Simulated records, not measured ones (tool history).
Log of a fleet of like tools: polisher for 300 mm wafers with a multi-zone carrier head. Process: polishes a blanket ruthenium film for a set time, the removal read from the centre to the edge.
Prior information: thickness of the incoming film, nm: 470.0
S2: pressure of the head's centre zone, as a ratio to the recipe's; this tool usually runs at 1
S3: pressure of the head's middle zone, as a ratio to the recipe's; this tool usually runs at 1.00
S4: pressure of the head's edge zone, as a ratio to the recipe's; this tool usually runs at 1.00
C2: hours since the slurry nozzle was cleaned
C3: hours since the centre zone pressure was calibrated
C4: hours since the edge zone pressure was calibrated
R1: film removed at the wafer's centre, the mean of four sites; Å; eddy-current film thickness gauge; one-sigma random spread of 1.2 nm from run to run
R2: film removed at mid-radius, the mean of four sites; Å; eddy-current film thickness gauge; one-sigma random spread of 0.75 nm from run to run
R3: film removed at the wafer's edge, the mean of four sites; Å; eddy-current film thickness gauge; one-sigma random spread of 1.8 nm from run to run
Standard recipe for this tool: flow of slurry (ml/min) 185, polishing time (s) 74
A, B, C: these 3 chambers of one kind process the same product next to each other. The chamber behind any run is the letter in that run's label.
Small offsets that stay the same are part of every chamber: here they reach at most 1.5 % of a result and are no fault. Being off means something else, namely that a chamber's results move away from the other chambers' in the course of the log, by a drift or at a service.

-- hour=2.7 chamber A: edge zone pressure recalibrated
-- hour=12.8 chamber C: worn pad replaced by a new one
run 1C hour=13.1 | flow_of_slurry_(ml/min)=185 S2=1 S3=1.00 S4=1.00 polishing_time_(s)=74 | wafers_polished_on_this_pad=2 C2=290.2 C3=553.6 C4=518.8 | R1=1264.8 R2=1232.0 R3=1251.2
-- hour=15.5 chamber C: centre zone pressure recalibrated
run 2A hour=22.0 | flow_of_slurry_(ml/min)=185 S2=1 S3=1.00 S4=1.00 polishing_time_(s)=74 | wafers_polished_on_this_pad=1127 C2=524.0 C3=349.3 C4=19.4 | R1=1229.7 R2=1227.7 R3=1236.6
run 3B hour=32.9 | flow_of_slurry_(ml/min)=185 S2=1 S3=1.00 S4=1.00 polishing_time_(s)=74 | wafers_polished_on_this_pad=476 C2=524.9 C3=686.0 C4=1035.2 | R1=1238.4 R2=1237.3 R3=1220.6
run 4A hour=45.6 | flow_of_slurry_(ml/min)=185 S2=1 S3=1.00 S4=1.00 polishing_time_(s)=74 | wafers_polished_on_this_pad=1305 C2=547.6 C3=372.9 C4=43.0 | R1=1217.7 R2=1230.9 R3=1252.7
run 5C hour=54.7 | flow_of_slurry_(ml/min)=185 S2=1 S3=1.00 S4=1.00 polishing_time_(s)=74 | wafers_polished_on_this_pad=316 C2=331.8 C3=39.3 C4=560.4 | R1=1240.6 R2=1239.3 R3=1219.7
-- hour=58.1 chamber A: worn pad replaced by a new one
run 6B hour=63.6 | flow_of_slurry_(ml/min)=185 S2=1 S3=1.00 S4=1.00 polishing_time_(s)=74 | wafers_polished_on_this_pad=708 C2=555.6 C3=716.7 C4=1065.9 | R1=1236.8 R2=1223.5 R3=1234.8
run 7B hour=72.4 | flow_of_slurry_(ml/min)=185 S2=1 S3=1.00 S4=1.00 polishing_time_(s)=74 | wafers_polished_on_this_pad=774 C2=564.4 C3=725.5 C4=1074.7 | R1=1221.1 R2=1238.4 R3=1228.8
-- hour=81.4 chamber B: centre zone pressure recalibrated
run 8A hour=81.7 | flow_of_slurry_(ml/min)=185 S2=1 S3=1.00 S4=1.00 polishing_time_(s)=74 | wafers_polished_on_this_pad=179 C2=583.7 C3=409.0 C4=79.1 | R1=1236.8 R2=1230.7 R3=1245.2
run 9C hour=90.4 | flow_of_slurry_(ml/min)=185 S2=1 S3=1.00 S4=1.00 polishing_time_(s)=74 | wafers_polished_on_this_pad=586 C2=367.5 C3=75.0 C4=596.1 | R1=1243.9 R2=1230.2 R3=1271.8
-- hour=98.7 chamber A: slurry nozzle cleaned
run 10A hour=101.4 | flow_of_slurry_(ml/min)=185 S2=1 S3=1.00 S4=1.00 polishing_time_(s)=74 | wafers_polished_on_this_pad=328 C2=2.8 C3=428.7 C4=98.8 | R1=1228.6 R2=1238.4 R3=1259.6
-- hour=106.8 chamber C: worn pad replaced by a new one
run 11C hour=110.4 | flow_of_slurry_(ml/min)=185 S2=1 S3=1.00 S4=1.00 polishing_time_(s)=74 | wafers_polished_on_this_pad=27 C2=387.5 C3=95.0 C4=616.1 | R1=1228.6 R2=1235.1 R3=1212.3
run 12B hour=122.7 | flow_of_slurry_(ml/min)=220 S2=1 S3=1.00 S4=0.89 polishing_time_(s)=74 | wafers_polished_on_this_pad=1155 C2=614.7 C3=41.4 C4=1125.0 | R1=1372.0 R2=1279.6 R3=1219.0
run 13C hour=129.3 | flow_of_slurry_(ml/min)=220 S2=1 S3=1.00 S4=0.89 polishing_time_(s)=74 | wafers_polished_on_this_pad=170 C2=406.4 C3=113.9 C4=635.0 | R1=1269.8 R2=1260.3 R3=1212.1
-- hour=137.4 chamber A: centre zone pressure recalibrated
-- hour=138.3 chamber C: slurry nozzle cleaned
run 14A hour=138.9 | flow_of_slurry_(ml/min)=220 S2=1 S3=1.00 S4=0.89 polishing_time_(s)=74 | wafers_polished_on_this_pad=611 C2=40.3 C3=1.6 C4=136.3 | R1=1271.2 R2=1283.8 R3=1209.4
-- hour=141.5 chamber B: worn pad replaced by a new one
run 15B hour=146.7 | flow_of_slurry_(ml/min)=185 S2=1 S3=1.00 S4=1.00 polishing_time_(s)=74 | wafers_polished_on_this_pad=39 C2=638.7 C3=65.4 C4=1149.0 | R1=1344.4 R2=1227.6 R3=1247.0
-- hour=151.1 chamber B: slurry nozzle cleaned
run 16C hour=154.6 | flow_of_slurry_(ml/min)=185 S2=1 S3=0.94 S4=1.00 polishing_time_(s)=74 | wafers_polished_on_this_pad=361 C2=16.4 C3=139.2 C4=660.3 | R1=1250.3 R2=1164.6 R3=1248.5
run 17A hour=168.2 | flow_of_slurry_(ml/min)=185 S2=1 S3=0.94 S4=1.00 polishing_time_(s)=74 | wafers_polished_on_this_pad=833 C2=69.6 C3=30.9 C4=165.6 | R1=1229.1 R2=1172.4 R3=1216.1
run 18B hour=176.6 | flow_of_slurry_(ml/min)=185 S2=1 S3=0.94 S4=1.00 polishing_time_(s)=74 | wafers_polished_on_this_pad=266 C2=25.5 C3=95.3 C4=1178.9 | R1=1366.5 R2=1178.3 R3=1198.6
run 19A hour=189.0 | flow_of_slurry_(ml/min)=185 S2=1 S3=0.93 S4=1.00 polishing_time_(s)=94 | wafers_polished_on_this_pad=990 C2=90.4 C3=51.7 C4=186.4 | R1=1595.3 R2=1451.5 R3=1581.7
run 20C hour=198.7 | flow_of_slurry_(ml/min)=185 S2=1 S3=0.93 S4=1.00 polishing_time_(s)=94 | wafers_polished_on_this_pad=695 C2=60.5 C3=183.3 C4=704.4 | R1=1590.9 R2=1451.4 R3=1586.6
run 21B hour=208.7 | flow_of_slurry_(ml/min)=185 S2=1 S3=0.93 S4=1.00 polishing_time_(s)=94 | wafers_polished_on_this_pad=508 C2=57.6 C3=127.4 C4=1211.0 | R1=1698.9 R2=1478.3 R3=1547.3
-- hour=210.6 chamber C: worn pad replaced by a new one
run 22A hour=217.1 | flow_of_slurry_(ml/min)=185 S2=1 S3=1.00 S4=1.00 polishing_time_(s)=74 | wafers_polished_on_this_pad=1202 C2=118.5 C3=79.8 C4=214.5 | R1=1238.8 R2=1247.5 R3=1268.3
-- hour=229.5 chamber B: edge zone pressure recalibrated
run 23C hour=231.4 | flow_of_slurry_(ml/min)=185 S2=1 S3=1.00 S4=1.00 polishing_time_(s)=74 | wafers_polished_on_this_pad=157 C2=93.2 C3=216.0 C4=737.1 | R1=1262.8 R2=1224.4 R3=1233.1
run 24B hour=243.2 | flow_of_slurry_(ml/min)=185 S2=1 S3=1.00 S4=1.00 polishing_time_(s)=74 | wafers_polished_on_this_pad=769 C2=92.1 C3=161.9 C4=13.7 | R1=1326.7 R2=1230.8 R3=1219.8
-- hour=247.5 chamber A: worn pad replaced by a new one
run 25A hour=256.0 | flow_of_slurry_(ml/min)=185 S2=1 S3=1.00 S4=1.00 polishing_time_(s)=74 | wafers_polished_on_this_pad=64 C2=157.4 C3=118.7 C4=253.4 | R1=1231.9 R2=1233.4 R3=1235.7
run 26C hour=265.7 | flow_of_slurry_(ml/min)=185 S2=1 S3=1.00 S4=1.00 polishing_time_(s)=74 | wafers_polished_on_this_pad=416 C2=127.5 C3=250.3 C4=771.4 | R1=1233.5 R2=1236.0 R3=1229.7

Decide between three cases: one chamber stands off from its peers, the gauge reading all wafers drifts, or nothing is wrong past each chamber's small offset. Where a chamber is off, say which and what most likely put it there.

The work done on chamber B during a service left it standing apart from the others.
Likeliest cause: centre zone's pressure above its setpoint, % = 8.62.

Here are 4 candidates for chamber B's next run, each the usual settings with a change, their results left as question marks. Which one brings its results back in line with what the others give on the usual settings?
Allowed miss from the other chambers' usual-settings mean, per result, to count as in line: R1 41.0 Å; R2 26.0 Å; R3 64.0 Å
run 27B-1 hour=276.1 | flow_of_slurry_(ml/min)=185 S2=0.98 S3=1.00 S4=1.01 polishing_time_(s)=74 | R1=? R2=? R3=?
run 27B-2 hour=276.1 | flow_of_slurry_(ml/min)=180 S2=0.92 S3=1.00 S4=1.03 polishing_time_(s)=74 | R1=? R2=? R3=?
run 27B-3 hour=276.1 | flow_of_slurry_(ml/min)=190 S2=1.08 S3=1.00 S4=0.97 polishing_time_(s)=74 | R1=? R2=? R3=?
run 27B-4 hour=276.1 | flow_of_slurry_(ml/min)=185 S2=1.02 S3=1.00 S4=0.99 polishing_time_(s)=74 | R1=? R2=? R3=?

The other chambers' mean on the usual settings: R1 1239.1 Å; R2 1235.7 Å; R3 1243.5 Å
run=27B-1 R1=1324.8 R2=1238.1 R3=1229.6
run=27B-2 R1=1230.8 R2=1233.3 R3=1238.4
run=27B-3 R1=1478.3 R2=1242.5 R3=1207.6
run=27B-4 R1=1383.5 R2=1237.9 R3=1216.8
It is 27B-2 that realigns the chamber with its peers.
